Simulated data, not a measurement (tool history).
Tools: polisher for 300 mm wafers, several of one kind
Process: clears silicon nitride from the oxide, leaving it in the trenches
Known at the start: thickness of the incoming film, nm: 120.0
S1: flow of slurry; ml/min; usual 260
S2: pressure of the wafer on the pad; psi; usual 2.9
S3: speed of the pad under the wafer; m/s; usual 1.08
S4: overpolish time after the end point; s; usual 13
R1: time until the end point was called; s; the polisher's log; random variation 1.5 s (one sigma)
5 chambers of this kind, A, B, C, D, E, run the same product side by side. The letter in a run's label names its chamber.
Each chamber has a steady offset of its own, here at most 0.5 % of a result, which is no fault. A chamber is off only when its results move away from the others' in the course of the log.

run	hour	S1	S2	S3	S4	R1
# hour 5.5: chamber A: worn pad replaced by a new one
1B	12.6	260	2.9	1.08	13	128.24
# hour 16.4: chamber B: worn pad replaced by a new one
2E	23.1	260	2.9	1.08	13	127.51
3D	38.9	260	2.9	1.08	13	127.66
4C	47.1	260	2.9	1.08	13	125.83
5A	56.9	260	2.9	1.08	13	124.21
6E	66.2	260	2.9	1.08	13	127.15
7D	76.8	260	2.9	1.08	13	126.02
8A	87.4	260	2.9	1.08	6	125.6
# hour 89.9: chamber E: slurry nozzle cleaned
# hour 92.7: chamber A: worn pad replaced by a new one
# hour 95.6: chamber E: worn pad replaced by a new one
9C	96.2	260	2.9	1.08	6	127.77
10B	104.3	260	2.9	1.08	6	125.87
# hour 107.3: chamber C: worn pad replaced by a new one
# hour 115.4: chamber D: slurry nozzle cleaned
11D	119	260	2.9	1.08	6	127.3
# hour 129.5: chamber E: head pressure recalibrated
12A	134.9	260	2.9	1.08	6	126.47
# hour 141.7: chamber D: worn pad replaced by a new one
13E	146.9	260	2.9	1.08	13	127.85
14B	160.6	260	2.9	1.08	13	127.36
15C	173.5	260	3.4	1.08	13	106.9
# hour 173.6: chamber B: worn pad replaced by a new one
# hour 181: chamber A: worn pad replaced by a new one
16E	189.4	260	3.4	1.08	13	108.63
17B	199.9	260	3.4	1.08	13	108.25
18D	215.1	260	3.4	1.08	13	108.43
# hour 229.6: chamber B: slurry nozzle cleaned
19A	230.3	260	3.4	1.08	13	105.77
20C	237.5	260	2.9	1.08	13	127.57
21C	248.2	335	3.4	1.08	13	104.24
22D	256.1	335	3.4	1.08	13	104.77
23A	266	335	3.4	1.08	13	107.8
# hour 269.7: chamber E: worn pad replaced by a new one
24E	274.6	335	3.4	1.08	13	103.44
# hour 274.9: chamber A: worn pad replaced by a new one
25B	286.2	335	3.4	1.08	13	106.64
26C	296	260	2.9	1.08	13	128.52
27B	303.6	260	2.9	1.08	18	127.81
# hour 309.8: chamber B: worn pad replaced by a new one
28E	311.1	260	2.9	1.08	18	125.05
# hour 311.6: chamber D: worn pad replaced by a new one
# hour 315.1: chamber C: worn pad replaced by a new one
29A	323.1	260	2.9	1.08	18	126.62
30D	339.3	260	2.9	1.08	18	124.23
31E	347.3	260	2.9	1.08	18	125.92
32A	360	260	2.9	1.08	13	125.37
33C	374.3	260	2.9	1.08	13	128.26
# hour 377.8: chamber D: slurry nozzle cleaned
34B	387.3	260	2.2	1.08	13	166.51
35D	399.9	260	2.2	1.08	13	167.63

All 5 chambers run these settings next. Forecast each chamber's results:
36A	411.8	260	2.9	0.84	13	?
36B	411.8	260	2.9	0.84	13	?
36C	411.8	260	2.9	0.84	13	?
36D	411.8	260	2.9	0.84	13	?
36E	411.8	260	2.9	0.84	13	?

run	R1
36A	164.24
36B	160.88
36C	164.1
36D	160.14
36E	167.94
